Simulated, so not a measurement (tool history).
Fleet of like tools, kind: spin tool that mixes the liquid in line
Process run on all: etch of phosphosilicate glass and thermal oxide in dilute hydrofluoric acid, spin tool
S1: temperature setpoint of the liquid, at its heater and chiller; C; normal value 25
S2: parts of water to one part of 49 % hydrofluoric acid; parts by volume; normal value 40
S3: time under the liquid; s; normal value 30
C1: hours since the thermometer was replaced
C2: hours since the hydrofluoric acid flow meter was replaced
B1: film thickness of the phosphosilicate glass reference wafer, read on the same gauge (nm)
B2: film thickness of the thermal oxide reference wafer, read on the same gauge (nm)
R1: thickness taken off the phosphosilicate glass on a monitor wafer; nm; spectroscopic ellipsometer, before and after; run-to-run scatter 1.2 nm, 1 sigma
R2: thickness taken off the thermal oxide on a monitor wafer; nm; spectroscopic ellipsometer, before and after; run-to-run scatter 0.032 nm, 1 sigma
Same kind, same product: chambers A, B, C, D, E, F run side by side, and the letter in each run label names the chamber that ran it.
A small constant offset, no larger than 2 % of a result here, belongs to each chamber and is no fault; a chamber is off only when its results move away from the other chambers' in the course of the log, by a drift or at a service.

{"run": "1F", "hour": 8.8, "S1": 25, "S2": 40, "S3": 30, "C1": 2695.7, "C2": 27.5, "B1": 120.01, "B2": 90.016, "R1": 141.35, "R2": 3.7419}
{"run": "2D", "hour": 18.2, "S1": 25, "S2": 40, "S3": 30, "C1": 507.5, "C2": 452.4, "B1": 120, "B2": 89.988, "R1": 142.76, "R2": 3.6412}
{"run": "3E", "hour": 27.5, "S1": 25, "S2": 40, "S3": 30, "C1": 614.5, "C2": 433.7, "B1": 120.01, "B2": 90.005, "R1": 144.1, "R2": 3.6832}
{"run": "4A", "hour": 33.8, "S1": 25, "S2": 40, "S3": 30, "C1": 712.6, "C2": 696.5, "B1": 119.99, "B2": 90.02, "R1": 143.4, "R2": 3.7628}
{"run": "5C", "hour": 43.6, "S1": 25, "S2": 40, "S3": 30, "C1": 223.8, "C2": 1289.6, "B1": 119.99, "B2": 89.99, "R1": 144.66, "R2": 3.7551}
{"run": "6B", "hour": 51.3, "S1": 25, "S2": 40, "S3": 40, "C1": 629.8, "C2": 663.5, "B1": 120.02, "B2": 89.983, "R1": 192.32, "R2": 4.9303}
{"run": "7B", "hour": 58.8, "S1": 25, "S2": 40, "S3": 40, "C1": 637.3, "C2": 671, "B1": 120.02, "B2": 90.014, "R1": 191.6, "R2": 4.9335}
{"run": "8D", "hour": 67.8, "S1": 25, "S2": 40, "S3": 40, "C1": 557.1, "C2": 502, "B1": 120, "B2": 90, "R1": 188.35, "R2": 4.9287}
{"run": "9E", "hour": 73.8, "S1": 25, "S2": 40, "S3": 40, "C1": 660.8, "C2": 480, "B1": 120, "B2": 90.011, "R1": 189.49, "R2": 4.9429}
{"hour": 77.5, "done": "chamber D: thermometer replaced"}
{"run": "10F", "hour": 81.1, "S1": 25, "S2": 40, "S3": 40, "C1": 2768, "C2": 99.8, "B1": 119.99, "B2": 89.992, "R1": 189.24, "R2": 4.9691}
{"run": "11A", "hour": 86.2, "S1": 25, "S2": 40, "S3": 40, "C1": 765, "C2": 748.9, "B1": 120.05, "B2": 90.008, "R1": 190.4, "R2": 5.0376}
{"run": "12C", "hour": 91.0, "S1": 25, "S2": 40, "S3": 30, "C1": 271.2, "C2": 1337, "B1": 120, "B2": 90.022, "R1": 144.17, "R2": 3.7186}
{"run": "13D", "hour": 95.8, "S1": 25, "S2": 40, "S3": 30, "C1": 18.4, "C2": 530, "B1": 120, "B2": 89.998, "R1": 142.12, "R2": 3.6473}
{"run": "14E", "hour": 104.2, "S1": 25, "S2": 40, "S3": 30, "C1": 691.2, "C2": 510.4, "B1": 119.98, "B2": 89.996, "R1": 143.23, "R2": 3.7328}
{"run": "15C", "hour": 111.6, "S1": 25, "S2": 40, "S3": 30, "C1": 291.8, "C2": 1357.6, "B1": 119.97, "B2": 89.985, "R1": 144.57, "R2": 3.6992}
{"run": "16F", "hour": 118.8, "S1": 25, "S2": 40, "S3": 30, "C1": 2805.7, "C2": 137.5, "B1": 120.01, "B2": 90.016, "R1": 141.05, "R2": 3.6921}
{"run": "17A", "hour": 128.9, "S1": 25, "S2": 40, "S3": 30, "C1": 807.7, "C2": 791.6, "B1": 119.98, "B2": 89.999, "R1": 143.31, "R2": 3.7817}
{"hour": 133.7, "done": "chamber B: thermometer replaced"}
{"run": "18B", "hour": 138.6, "S1": 25, "S2": 55, "S3": 30, "C1": 4.9, "C2": 750.8, "B1": 120.02, "B2": 90.009, "R1": 101.1, "R2": 2.661}
{"run": "19E", "hour": 147.7, "S1": 25, "S2": 55, "S3": 30, "C1": 734.7, "C2": 553.9, "B1": 119.98, "B2": 89.987, "R1": 101.46, "R2": 2.6374}
{"run": "20D", "hour": 154.8, "S1": 25, "S2": 55, "S3": 30, "C1": 77.4, "C2": 589, "B1": 120.01, "B2": 89.98, "R1": 102.61, "R2": 2.594}
{"hour": 158.2, "done": "chamber F: thermometer replaced"}
{"run": "21C", "hour": 159.8, "S1": 25, "S2": 55, "S3": 30, "C1": 340, "C2": 1405.8, "B1": 120.05, "B2": 90.003, "R1": 100.96, "R2": 2.6081}
{"run": "22F", "hour": 169.1, "S1": 25, "S2": 55, "S3": 30, "C1": 11, "C2": 187.8, "B1": 120, "B2": 90.018, "R1": 100.1, "R2": 2.694}
{"run": "23B", "hour": 179.3, "S1": 25, "S2": 55, "S3": 30, "C1": 45.6, "C2": 791.5, "B1": 119.98, "B2": 89.994, "R1": 101.97, "R2": 2.6582}
{"run": "24A", "hour": 189.3, "S1": 25, "S2": 40, "S3": 30, "C1": 868.1, "C2": 852, "B1": 119.98, "B2": 90.01, "R1": 144.29, "R2": 3.7535}
{"run": "25F", "hour": 197.4, "S1": 25, "S2": 40, "S3": 30, "C1": 39.3, "C2": 216.1, "B1": 119.97, "B2": 90.001, "R1": 139.94, "R2": 3.8188}
{"run": "26D", "hour": 202.8, "S1": 20, "S2": 40, "S3": 30, "C1": 125.4, "C2": 637, "B1": 119.96, "B2": 90.008, "R1": 114.4, "R2": 2.9632}
{"run": "27B", "hour": 212.3, "S1": 20, "S2": 40, "S3": 30, "C1": 78.6, "C2": 824.5, "B1": 120.04, "B2": 90.011, "R1": 115.05, "R2": 3.0038}
{"run": "28C", "hour": 221.4, "S1": 20, "S2": 40, "S3": 30, "C1": 401.6, "C2": 1467.4, "B1": 119.95, "B2": 89.981, "R1": 116.26, "R2": 2.9721}
{"run": "29E", "hour": 231.9, "S1": 20, "S2": 40, "S3": 30, "C1": 818.9, "C2": 638.1, "B1": 119.97, "B2": 89.996, "R1": 118.25, "R2": 2.9815}
{"run": "30A", "hour": 238.7, "S1": 20, "S2": 40, "S3": 30, "C1": 917.5, "C2": 901.4, "B1": 120.04, "B2": 89.997, "R1": 116.4, "R2": 3.0097}
{"run": "31C", "hour": 246.4, "S1": 20, "S2": 40, "S3": 30, "C1": 426.6, "C2": 1492.4, "B1": 119.99, "B2": 90.001, "R1": 116.63, "R2": 3.0296}
{"run": "32B", "hour": 256.8, "S1": 20.5, "S2": 40, "S3": 30, "C1": 123.1, "C2": 869, "B1": 120.04, "B2": 90.007, "R1": 118.43, "R2": 3.0595}
{"run": "33F", "hour": 264.5, "S1": 20.5, "S2": 40, "S3": 30, "C1": 106.4, "C2": 283.2, "B1": 119.97, "B2": 89.999, "R1": 117.33, "R2": 3.127}
{"run": "34D", "hour": 269.3, "S1": 20.5, "S2": 40, "S3": 30, "C1": 191.9, "C2": 703.5, "B1": 120, "B2": 89.985, "R1": 119.62, "R2": 3.0692}
{"run": "35A", "hour": 274.0, "S1": 20.5, "S2": 40, "S3": 30, "C1": 952.8, "C2": 936.7, "B1": 119.97, "B2": 90, "R1": 118.39, "R2": 3.1023}
{"run": "36E", "hour": 283.8, "S1": 20.5, "S2": 40, "S3": 30, "C1": 870.8, "C2": 690, "B1": 119.94, "B2": 90.008, "R1": 120.2, "R2": 3.0564}

Is one chamber off against the others, does the gauge drift, or is nothing wrong? If a chamber is off, say which, and what the likeliest cause is.

All chambers stay in line apart from their small fixed offsets, and the gauge does not drift.
